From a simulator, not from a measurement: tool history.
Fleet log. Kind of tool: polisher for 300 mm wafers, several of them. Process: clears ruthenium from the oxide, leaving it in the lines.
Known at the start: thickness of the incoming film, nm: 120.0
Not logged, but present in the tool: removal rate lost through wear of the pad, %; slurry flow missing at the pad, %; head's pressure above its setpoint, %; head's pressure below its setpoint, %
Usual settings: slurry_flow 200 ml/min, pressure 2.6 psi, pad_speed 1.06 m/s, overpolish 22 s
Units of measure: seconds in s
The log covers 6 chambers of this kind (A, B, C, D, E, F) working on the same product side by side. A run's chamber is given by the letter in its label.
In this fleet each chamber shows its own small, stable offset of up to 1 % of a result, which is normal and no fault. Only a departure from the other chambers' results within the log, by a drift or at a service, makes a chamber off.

run,day,slurry_flow,pressure,pad_speed,overpolish,wafers polished on this pad,hours since the slurry nozzle was cleaned,hours since the head pressure was calibrated,seconds
1F,0.371,200,2.6,1.06,22,992,418.8,68.3,79.708
# day 0.467: chamber E: worn pad replaced by a new one
# day 0.592: chamber B: worn pad replaced by a new one
# day 0.671: chamber F: slurry nozzle cleaned
2B,0.704,200,2.6,1.06,22,28,267.2,661.0,81.422
# day 0.862: chamber F: worn pad replaced by a new one
# day 0.883: chamber C: worn pad replaced by a new one
3D,0.900,200,2.6,1.06,22,314,278.4,364.0,81.367
4E,1.188,200,2.6,1.06,22,179,396.2,476.9,82.500
5A,1.467,200,2.6,1.06,22,416,545.3,79.7,83.940
6C,1.867,200,2.6,1.06,22,245,72.7,355.1,80.826
# day 2.146: chamber A: worn pad replaced by a new one
7B,2.196,200,2.6,1.06,22,399,303.0,696.8,81.626
8A,2.608,200,2.6,1.06,22,115,572.7,107.1,83.153
# day 2.725: chamber D: worn pad replaced by a new one
# day 2.754: chamber E: worn pad replaced by a new one
9F,2.996,200,2.6,1.06,22,530,55.9,131.3,79.085
10D,3.229,200,2.6,1.06,22,125,334.3,419.9,80.038
# day 3.350: chamber B: worn pad replaced by a new one
11E,3.446,200,2.6,1.06,22,172,450.4,531.1,79.451
12C,3.683,200,2.6,1.06,22,697,116.3,398.7,80.144
13A,4.004,200,2.6,1.06,22,462,606.2,140.6,80.410
14D,4.396,200,2.6,1.06,22,416,362.3,447.9,83.016
# day 4.475: chamber A: worn pad replaced by a new one
15E,4.675,200,2.6,1.06,22,478,479.9,560.6,83.986
16F,5.004,200,2.6,1.06,22,1030,104.1,179.5,82.570
17B,5.217,200,2.6,1.06,22,464,375.5,769.3,81.535
# day 5.242: chamber F: worn pad replaced by a new one
# day 5.258: chamber D: worn pad replaced by a new one
18C,5.421,200,2.6,1.06,22,1129,158.0,440.4,81.045
# day 5.525: chamber E: worn pad replaced by a new one
19D,5.617,200,2.6,1.06,22,90,391.6,477.2,82.275
20A,5.846,255,2.6,1.06,22,341,650.4,184.8,78.971
# day 5.988: chamber B: worn pad replaced by a new one
21E,6.200,255,2.6,1.06,22,168,516.5,597.2,78.914
# day 6.325: chamber C: worn pad replaced by a new one
22B,6.588,255,2.6,1.06,22,149,408.4,802.2,80.819
# day 6.758: chamber A: worn pad replaced by a new one
23F,6.967,255,2.6,1.06,22,429,151.2,226.6,79.874
24C,7.371,255,2.6,1.06,22,261,204.8,487.2,79.379
25E,7.696,255,2.6,1.06,22,540,552.4,633.1,80.510
# day 8.096: chamber D: worn pad replaced by a new one
26A,8.100,200,2.6,1.06,22,334,704.5,238.9,80.215
# day 8.133: chamber E: worn pad replaced by a new one
27D,8.517,200,2.6,1.06,22,105,461.2,546.8,82.897
# day 8.575: chamber B: worn pad replaced by a new one
28C,8.883,200,2.6,1.06,22,637,241.1,523.5,79.871
# day 9.008: chamber A: slurry nozzle cleaned
29F,9.300,200,2.6,1.06,22,1009,207.2,282.6,81.870
# day 9.450: chamber E: slurry nozzle cleaned
# day 9.479: chamber A: worn pad replaced by a new one
30B,9.583,135,1.8,1.06,22,251,480.3,874.1,125.170
31A,9.888,135,1.8,1.06,22,101,21.2,281.8,122.010
32D,10.258,135,1.8,1.06,22,538,503.0,588.6,124.730
# day 10.296: chamber F: worn pad replaced by a new one
33E,10.462,135,1.8,1.06,22,580,24.3,699.5,125.180
34F,10.650,135,1.8,1.06,22,88,239.6,315.0,122.390
35B,10.833,135,1.8,1.06,22,561,510.3,904.1,128.210
# day 10.900: chamber B: worn pad replaced by a new one
# day 11.171: chamber E: worn pad replaced by a new one
36C,11.183,200,2.6,1.06,22,1209,296.3,578.7,81.274
# day 11.217: chamber D: worn pad replaced by a new one
37D,11.375,175,1.8,1.06,22,39,529.8,615.4,121.180
# day 11.625: chamber C: worn pad replaced by a new one
# day 11.671: chamber B: head pressure recalibrated
38B,11.771,175,1.8,1.06,22,217,532.8,2.4,117.620
39C,12.033,175,1.8,1.06,22,101,316.7,599.1,120.480
# day 12.217: chamber A: worn pad replaced by a new one
40E,12.304,175,1.8,1.06,22,282,68.5,743.7,117.930
41A,12.600,175,1.8,1.06,22,96,86.3,346.9,120.660
42F,12.842,175,1.8,1.06,22,633,292.2,367.6,116.830

Each of the 6 chambers runs these same settings next. Fill in every chamber's results:
43A,13.146,200,2.6,1.06,22,,,,?
43B,13.146,200,2.6,1.06,22,,,,?
43C,13.146,200,2.6,1.06,22,,,,?
43D,13.146,200,2.6,1.06,22,,,,?
43E,13.146,200,2.6,1.06,22,,,,?
43F,13.146,200,2.6,1.06,22,,,,?

run,seconds
43A,80.129
43B,80.429
43C,81.301
43D,82.018
43E,82.332
43F,81.952
